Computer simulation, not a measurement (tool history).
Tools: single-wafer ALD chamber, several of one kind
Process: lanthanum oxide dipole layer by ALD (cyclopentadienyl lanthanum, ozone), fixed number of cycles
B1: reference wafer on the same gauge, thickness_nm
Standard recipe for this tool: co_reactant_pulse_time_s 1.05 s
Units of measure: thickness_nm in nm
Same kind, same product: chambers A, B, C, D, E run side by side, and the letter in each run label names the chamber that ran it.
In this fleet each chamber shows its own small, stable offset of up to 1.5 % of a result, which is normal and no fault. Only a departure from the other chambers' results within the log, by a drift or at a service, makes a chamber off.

Run 1D, day 0.275: usual settings; B1 0.41983. Result: thickness_nm 0.50953 nm.
Run 2E, day 0.517: usual settings; B1 0.41983. Result: thickness_nm 0.51251 nm.
Run 3B, day 0.838: usual settings; B1 0.41976. Result: thickness_nm 0.50531 nm.
Run 4C, day 1.050: usual settings; B1 0.41983. Result: thickness_nm 0.50923 nm.
Run 5A, day 1.229: usual settings; B1 0.41981. Result: thickness_nm 0.50690 nm.
Run 6C, day 1.517: usual settings but co_reactant_pulse_time_s 1.40 s; B1 0.41969. Result: thickness_nm 0.54601 nm.
Run 7E, day 1.821: usual settings but co_reactant_pulse_time_s 1.40 s; B1 0.41959. Result: thickness_nm 0.54998 nm.
Run 8A, day 1.967: usual settings but co_reactant_pulse_time_s 1.40 s; B1 0.41971. Result: thickness_nm 0.54142 nm.
Run 9B, day 2.138: usual settings but co_reactant_pulse_time_s 1.40 s; B1 0.41956. Result: thickness_nm 0.54143 nm.
Run 10D, day 2.329: usual settings but co_reactant_pulse_time_s 1.40 s; B1 0.41948. Result: thickness_nm 0.54432 nm.
At day 2.396: chamber C: thermocouple changed; heater temperature recalibrated.
Run 11C, day 2.500: usual settings; B1 0.41944. Result: thickness_nm 0.50857 nm.
Run 12D, day 2.821: usual settings but co_reactant_pulse_time_s 1.42 s; B1 0.41925. Result: thickness_nm 0.54480 nm.
Run 13A, day 3.000: usual settings but co_reactant_pulse_time_s 1.42 s; B1 0.41938. Result: thickness_nm 0.54427 nm.
Run 14B, day 3.267: usual settings but co_reactant_pulse_time_s 1.42 s; B1 0.41913. Result: thickness_nm 0.54172 nm.
Run 15E, day 3.458: usual settings but co_reactant_pulse_time_s 1.42 s; B1 0.41929. Result: thickness_nm 0.55004 nm.
Run 16D, day 3.642: usual settings but co_reactant_pulse_time_s 1.42 s; B1 0.41912. Result: thickness_nm 0.54577 nm.
Run 17B, day 3.858: usual settings but co_reactant_pulse_time_s 1.26 s; B1 0.41915. Result: thickness_nm 0.52900 nm.
Run 18E, day 4.042: usual settings but co_reactant_pulse_time_s 1.26 s; B1 0.41891. Result: thickness_nm 0.53802 nm.
Run 19C, day 4.288: usual settings but co_reactant_pulse_time_s 1.26 s; B1 0.41899. Result: thickness_nm 0.53181 nm.
Run 20A, day 4.550: usual settings but co_reactant_pulse_time_s 1.26 s; B1 0.41883. Result: thickness_nm 0.53036 nm.
Run 21A, day 4.796: usual settings but co_reactant_pulse_time_s 1.26 s; B1 0.41892. Result: thickness_nm 0.53033 nm.
Run 22D, day 5.083: usual settings; B1 0.41869. Result: thickness_nm 0.50757 nm.
Run 23E, day 5.258: usual settings; B1 0.41878. Result: thickness_nm 0.51083 nm.
Run 24C, day 5.575: usual settings; B1 0.41872. Result: thickness_nm 0.50647 nm.
Run 25B, day 5.875: usual settings; B1 0.41862. Result: thickness_nm 0.50466 nm.
Run 26D, day 6.125: usual settings; B1 0.41862. Result: thickness_nm 0.50718 nm.
Run 27C, day 6.429: usual settings but co_reactant_pulse_time_s 0.67 s; B1 0.41851. Result: thickness_nm 0.42533 nm.
Run 28E, day 6.575: usual settings but co_reactant_pulse_time_s 0.67 s; B1 0.41833. Result: thickness_nm 0.42873 nm.
Run 29A, day 6.871: usual settings but co_reactant_pulse_time_s 0.67 s; B1 0.41843. Result: thickness_nm 0.42467 nm.
Run 30B, day 7.029: usual settings but co_reactant_pulse_time_s 0.67 s; B1 0.41828. Result: thickness_nm 0.42202 nm.
Run 31D, day 7.304: usual settings but co_reactant_pulse_time_s 0.67 s; B1 0.41827. Result: thickness_nm 0.42653 nm.
Run 32E, day 7.604: usual settings; B1 0.41819. Result: thickness_nm 0.51080 nm.
Run 33B, day 7.754: usual settings; B1 0.41823. Result: thickness_nm 0.50326 nm.
Run 34A, day 7.983: usual settings; B1 0.41805. Result: thickness_nm 0.50371 nm.

Decide between three cases: one chamber stands off from its peers, the gauge reading all wafers drifts, or nothing is wrong past each chamber's small offset. Where a chamber is off, say which and what most likely put it there.

None of the chambers is off. What moves is the gauge, dragging all their readings along together.
Cause: gauge reads low (%) = 0.473.
